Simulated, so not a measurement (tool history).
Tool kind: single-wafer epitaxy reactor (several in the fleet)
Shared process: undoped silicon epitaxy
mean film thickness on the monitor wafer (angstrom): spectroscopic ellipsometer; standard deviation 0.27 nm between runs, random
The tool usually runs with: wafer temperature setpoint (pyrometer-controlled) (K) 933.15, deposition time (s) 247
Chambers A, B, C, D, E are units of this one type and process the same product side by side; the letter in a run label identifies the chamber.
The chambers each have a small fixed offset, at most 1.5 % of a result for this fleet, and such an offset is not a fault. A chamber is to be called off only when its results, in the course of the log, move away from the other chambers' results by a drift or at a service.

run     day  wafer temperature setpoint (pyrometer-controlled) (K)  deposition time (s)  hours since the last pyrometer calibration  read-back reference wafer on the same gauge, thickness_nm  mean film thickness on the monitor wafer (angstrom)
 1B   0.433                                                 933.15                  247                                      1146.4                                                     56.519                                               514.60
 2E   0.825                                                 933.15                  247                                      2305.1                                                     56.631                                               510.58
 3C   1.054                                                 933.15                  247                                        57.3                                                     56.600                                               515.08
 4A   1.358                                                 933.15                  247                                        72.1                                                     56.570                                               521.26
 5D   1.592                                                 947.15                  247                                      1232.7                                                     56.620                                               683.54
 6C   1.821                                                 947.15                  247                                        75.7                                                     56.620                                               693.63
 7D   2.167                                                 947.15                  247                                      1246.5                                                     56.560                                               675.28
 8B   2.417                                                 947.15                  247                                      1194.0                                                     56.618                                               690.99
 9A   2.662                                                 947.15                  247                                       103.4                                                     56.524                                               703.72
10E   2.988                                                 933.15                  247                                      2357.0                                                     56.557                                               507.13
11D   3.412                                                 933.15                  247                                      1276.4                                                     56.615                                               507.52
12A   3.671                                                 933.15                  247                                       127.6                                                     56.669                                               521.20
13B   3.875                                                 933.15                  247                                      1229.0                                                     56.609                                               515.62
14C   4.104                                                 933.15                  247                                       130.5                                                     56.569                                               517.34
15E   4.525                                                 922.15                  247                                      2393.9                                                     56.565                                               404.51
16D   4.988                                                 922.15                  247                                      1314.2                                                     56.620                                               400.37
17A   5.396                                                 922.15                  247                                       169.0                                                     56.612                                               410.72
18E   5.617                                                 922.15                  247                                      2420.1                                                     56.526                                               402.52
19C   5.896                                                 922.15                  247                                       173.5                                                     56.628                                               402.08
20B   6.117                                                 933.15                  247                                      1282.8                                                     56.622                                               515.87
21E   6.471                                                 933.15                  247                                      2440.6                                                     56.566                                               506.43
22A   6.929                                                 933.15                  247                                       205.8                                                     56.627                                               520.99
23D   7.221                                                 933.15                  247                                      1367.8                                                     56.606                                               506.82
24C   7.562                                                 933.15                  247                                       213.5                                                     56.558                                               508.81
25B   7.929                                                 933.15                  247                                      1326.3                                                     56.595                                               512.79
26B   8.329                                                 933.15                  247                                      1335.9                                                     56.615                                               517.75
27D   8.762                                                 933.15                  200                                      1404.8                                                     56.585                                               412.92
28A   9.096                                                 933.15                  200                                       257.8                                                     56.646                                               423.87
      9.271  -- chamber E: pyrometer calibrated
29C   9.450                                                 933.15                  200                                       258.8                                                     56.621                                               419.08
30E   9.788                                                 933.15                  200                                        12.5                                                     56.625                                               439.14
31D  10.229                                                 933.15                  200                                      1440.0                                                     56.585                                               414.41
32C  10.604                                                 933.15                  247                                       286.5                                                     56.580                                               509.54
33E  11.062                                                 933.15                  247                                        43.1                                                     56.594                                               546.69
34B  11.308                                                 933.15                  247                                      1407.4                                                     56.667                                               518.01
35A  11.746                                                 933.15                  247                                       321.4                                                     56.525                                               526.67
36D  12.062                                                 933.15                  247                                      1484.0                                                     56.580                                               511.73
37C  12.446                                                 933.15                  247                                       330.7                                                     56.525                                               511.61
38A  12.875                                                 933.15                  247                                       348.5                                                     56.623                                               520.40
39E  13.117                                                 944.15                  268                                        92.4                                                     56.674                                               741.08
40B  13.425                                                 944.15                  268                                      1458.2                                                     56.562                                               707.99
41B  13.821                                                 944.15                  268                                      1467.7                                                     56.648                                               711.29
42A  14.196                                                 944.15                  268                                       380.2                                                     56.635                                               715.05
43C  14.625                                                 944.15                  268                                       383.0                                                     56.658                                               710.38

Predict what each chamber gives when all 5 of them run the settings below next.
44A  14.958                                                 927.15                  247                                                                                                                                                           ?
44B  14.958                                                 927.15                  247                                                                                                                                                           ?
44C  14.958                                                 927.15                  247                                                                                                                                                           ?
44D  14.958                                                 927.15                  247                                                                                                                                                           ?
44E  14.958                                                 927.15                  247                                                                                                                                                           ?

run  mean film thickness on the monitor wafer (angstrom)
44A                                               457.57
44B                                               452.79
44C                                               449.14
44D                                               449.16
44E                                               480.63

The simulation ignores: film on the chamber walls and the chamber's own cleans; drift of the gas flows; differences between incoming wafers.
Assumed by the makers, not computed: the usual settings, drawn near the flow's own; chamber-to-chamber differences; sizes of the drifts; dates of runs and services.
